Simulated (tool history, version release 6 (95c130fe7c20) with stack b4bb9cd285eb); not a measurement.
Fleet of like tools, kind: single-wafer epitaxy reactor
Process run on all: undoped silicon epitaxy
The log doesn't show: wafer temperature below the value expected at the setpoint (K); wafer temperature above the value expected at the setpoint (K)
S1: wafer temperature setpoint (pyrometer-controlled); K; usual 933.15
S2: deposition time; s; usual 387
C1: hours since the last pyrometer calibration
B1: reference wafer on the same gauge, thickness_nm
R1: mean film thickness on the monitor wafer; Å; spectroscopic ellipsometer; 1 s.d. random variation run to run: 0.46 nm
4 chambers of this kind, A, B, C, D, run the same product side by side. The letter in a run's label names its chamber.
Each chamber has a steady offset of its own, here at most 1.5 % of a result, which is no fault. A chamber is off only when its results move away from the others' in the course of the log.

run     day      S1   S2      C1      B1      R1
 1C   0.483  933.15  387    21.3  94.513   798.5
 2A   0.833  933.15  387   241.2  94.489  797.96
 3D   1.512  933.15  387   552.4  94.468  810.97
 4B   2.054  933.15  387   846.5  94.335   810.9
 5B   2.421  924.15  430   855.3  94.543   738.1
 6A   2.821  924.15  430   288.9  94.462   734.5
 7C   3.496  924.15  430    93.6  94.467  736.41
 8D   3.808  924.15  430   607.5  94.538  732.56
 9D   4.158  933.15  387   615.9  94.518  801.56
10C   4.675  933.15  387   121.9  94.461  809.07
11A   5.158  933.15  387     345  94.488   797.7
12B   5.479  933.15  387   928.7  94.349  828.63
13C   6.012  933.15  387     154  94.514  798.07
14A   6.396  941.15  325   374.7  94.552  785.46
15D   6.783  941.15  325   678.9  94.462  806.53
16B   7.088  941.15  325   967.3  94.462  825.95
17D   7.508  941.15  325   696.3  94.542  806.99
18B       8  933.15  387   989.2  94.613  836.22
19C   8.483  933.15  387   213.3  94.654  816.31
20A   9.125  933.15  413   440.2  94.552  842.85
21D   9.612  933.15  413   746.8   94.44  854.11
22A  10.254  933.15  413   467.3  94.602  843.49
23B  10.738  933.15  413  1054.9  94.522  924.21
24C  11.146  933.15  387   277.2  94.532  804.01
25B  11.804  933.15  387  1080.5  94.622  859.43
26C  12.108  933.15  387   300.3  94.527  807.68

Which is it: a chamber that has drifted or been left off by a service, a gauge drift common to all chambers, or only each chamber's usual small offset? If a chamber is off, name it and its likeliest cause.

One chamber, B, drifts off from the rest bit by bit.
What lies behind it: wafer temperature above the value expected at the setpoint (K) = 3.36.

Here are 4 candidates for chamber B's next run, each the usual settings with a change, their results left as question marks. Which one brings its results back in line with what the others give on the usual settings?
Allowed miss from the other chambers' usual-settings mean, per result, to count as in line: R1 16 Å
27B-1  12.6  934.15  391           ?
27B-2  12.6  933.15  356           ?
27B-3  12.6  936.15  396           ?
27B-4  12.6  931.15  387           ?

The other chambers' mean on the usual settings: R1 802.21 Å
  run      R1
27B-1  898.36
27B-2  801.08
27B-3  948.44
27B-4  835.19
With 27B-2, the chamber falls back in line with the rest.
